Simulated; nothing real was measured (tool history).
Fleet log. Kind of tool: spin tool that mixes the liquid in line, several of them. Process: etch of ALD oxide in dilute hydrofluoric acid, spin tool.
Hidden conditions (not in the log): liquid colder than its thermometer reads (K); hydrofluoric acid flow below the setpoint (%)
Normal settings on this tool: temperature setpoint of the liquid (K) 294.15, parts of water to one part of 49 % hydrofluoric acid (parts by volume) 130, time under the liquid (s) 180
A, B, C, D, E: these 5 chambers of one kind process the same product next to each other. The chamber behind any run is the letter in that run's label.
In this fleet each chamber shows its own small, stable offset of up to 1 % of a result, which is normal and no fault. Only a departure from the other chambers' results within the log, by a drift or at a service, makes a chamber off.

run     day  temperature setpoint of the liquid (K)  parts of water to one part of 49 % hydrofluoric acid (parts by volume)  time under the liquid (s)  hours since the thermometer was replaced  hours since the hydrofluoric acid flow meter was replaced  read-back film thickness of the ALD oxide reference wafer, read on the same gauge (nm)  thickness taken off the ALD oxide on a monitor wafer (nm)
 1A   0.312                                  294.15                                                                     130                        180                                    1527.3                                                      735.2                                                                                  70.023                                                    11.6240
 2D   0.575                                  294.15                                                                     130                        180                                    3027.7                                                      163.8                                                                                  69.999                                                    11.5910
 3B   0.979                                  294.15                                                                     130                        180                                    1648.7                                                     1152.6                                                                                  69.990                                                    11.5600
 4E   1.250                                  294.15                                                                     130                        180                                     630.2                                                      931.4                                                                                  70.019                                                    11.8550
 5C   1.550                                  294.15                                                                     130                        180                                     343.6                                                      738.8                                                                                  70.012                                                    11.4150
 6C   1.879                                  294.15                                                                     130                        180                                     351.5                                                      746.7                                                                                  70.003                                                    11.5850
 7A   2.283                                  294.15                                                                     130                        180                                    1574.6                                                      782.5                                                                                  69.998                                                    11.6380
 8B   2.700                                  294.15                                                                     130                        180                                    1690.0                                                     1193.9                                                                                  70.005                                                    11.6800
 9D   3.000                                  294.15                                                                     130                        180                                    3085.9                                                      222.0                                                                                  69.970                                                    11.5460
      3.317  -- chamber B: thermometer replaced
10E   3.388                                  294.15                                                                     130                        180                                     681.5                                                      982.7                                                                                  70.009                                                    11.5450
11A   3.833                                  294.15                                                                     130                        180                                    1611.8                                                      819.7                                                                                  69.981                                                    11.3910
12C   4.221                                  294.15                                                                     130                        180                                     407.7                                                      802.9                                                                                  70.005                                                    11.5390
13D   4.621                                  294.15                                                                     130                        180                                    3124.8                                                      260.9                                                                                  70.004                                                    11.7160
      4.704  -- chamber D: thermometer replaced
14E   5.088                                  294.15                                                                     130                        180                                     722.3                                                     1023.5                                                                                  70.008                                                    11.6010
15B   5.317                                  294.15                                                                     130                        180                                      48.0                                                     1256.7                                                                                  69.992                                                    11.5210
16E   5.612                                  294.15                                                                     130                        180                                     734.9                                                     1036.1                                                                                  70.008                                                    11.6910
17D   6.021                                  294.15                                                                     130                        180                                      31.7                                                      294.5                                                                                  69.994                                                    11.4880
18A   6.525                                  294.15                                                                     130                        180                                    1676.4                                                      884.3                                                                                  69.996                                                    11.0010
19B   6.946                                  294.15                                                                     130                        180                                      87.1                                                     1295.8                                                                                  69.994                                                    11.6140
20C   7.221                                  294.15                                                                     130                        180                                     479.7                                                      874.9                                                                                  69.991                                                    11.6210
21E   7.692                                  290.15                                                                     190                        180                                     784.8                                                     1086.0                                                                                  69.992                                                     6.3505
22C   8.154                                  290.15                                                                     190                        180                                     502.1                                                      897.3                                                                                  70.008                                                     6.3346
23B   8.388                                  290.15                                                                     190                        180                                     121.7                                                     1330.4                                                                                  70.011                                                     6.4764
24A   8.908                                  290.15                                                                     190                        180                                    1733.6                                                      941.5                                                                                  70.009                                                     5.8980
25D   9.354                                  290.15                                                                     190                        180                                     111.7                                                      374.5                                                                                  69.981                                                     6.4696
26A   9.854                                  294.15                                                                     130                        180                                    1756.3                                                      964.2                                                                                  70.002                                                    10.8200
27E  10.104                                  294.15                                                                     130                        180                                     842.7                                                     1143.9                                                                                  70.011                                                    11.7220
28D  10.471                                  291.15                                                                      90                        180                                     138.5                                                      401.3                                                                                  70.001                                                    15.5940
29B  10.846                                  291.15                                                                      90                        180                                     180.7                                                     1389.4                                                                                  69.996                                                    15.4010
30C  11.304                                  291.15                                                                      90                        180                                     577.7                                                      972.9                                                                                  69.968                                                    15.3750
31D  11.554                                  291.15                                                                      90                        180                                     164.5                                                      427.3                                                                                  69.995                                                    15.4680
32E  12.042                                  291.15                                                                      90                        180                                     889.2                                                     1190.4                                                                                  69.989                                                    15.5300
33C  12.338                                  294.15                                                                     130                        180                                     602.5                                                      997.7                                                                                  69.989                                                    11.5660

The same settings go to every chamber for the next run, one line per chamber below. Forecast the results for each:
34A  12.708                                  294.15                                                                     130                        180                                                                                                                                                                                                                                                       ?
34B  12.708                                  294.15                                                                     130                        180                                                                                                                                                                                                                                                       ?
34C  12.708                                  294.15                                                                     130                        180                                                                                                                                                                                                                                                       ?
34D  12.708                                  294.15                                                                     130                        180                                                                                                                                                                                                                                                       ?
34E  12.708                                  294.15                                                                     130                        180                                                                                                                                                                                                                                                       ?

run  thickness taken off the ALD oxide on a monitor wafer (nm)
34A                                                    10.6490
34B                                                    11.5040
34C                                                    11.4710
34D                                                    11.6340
34E                                                    11.7520
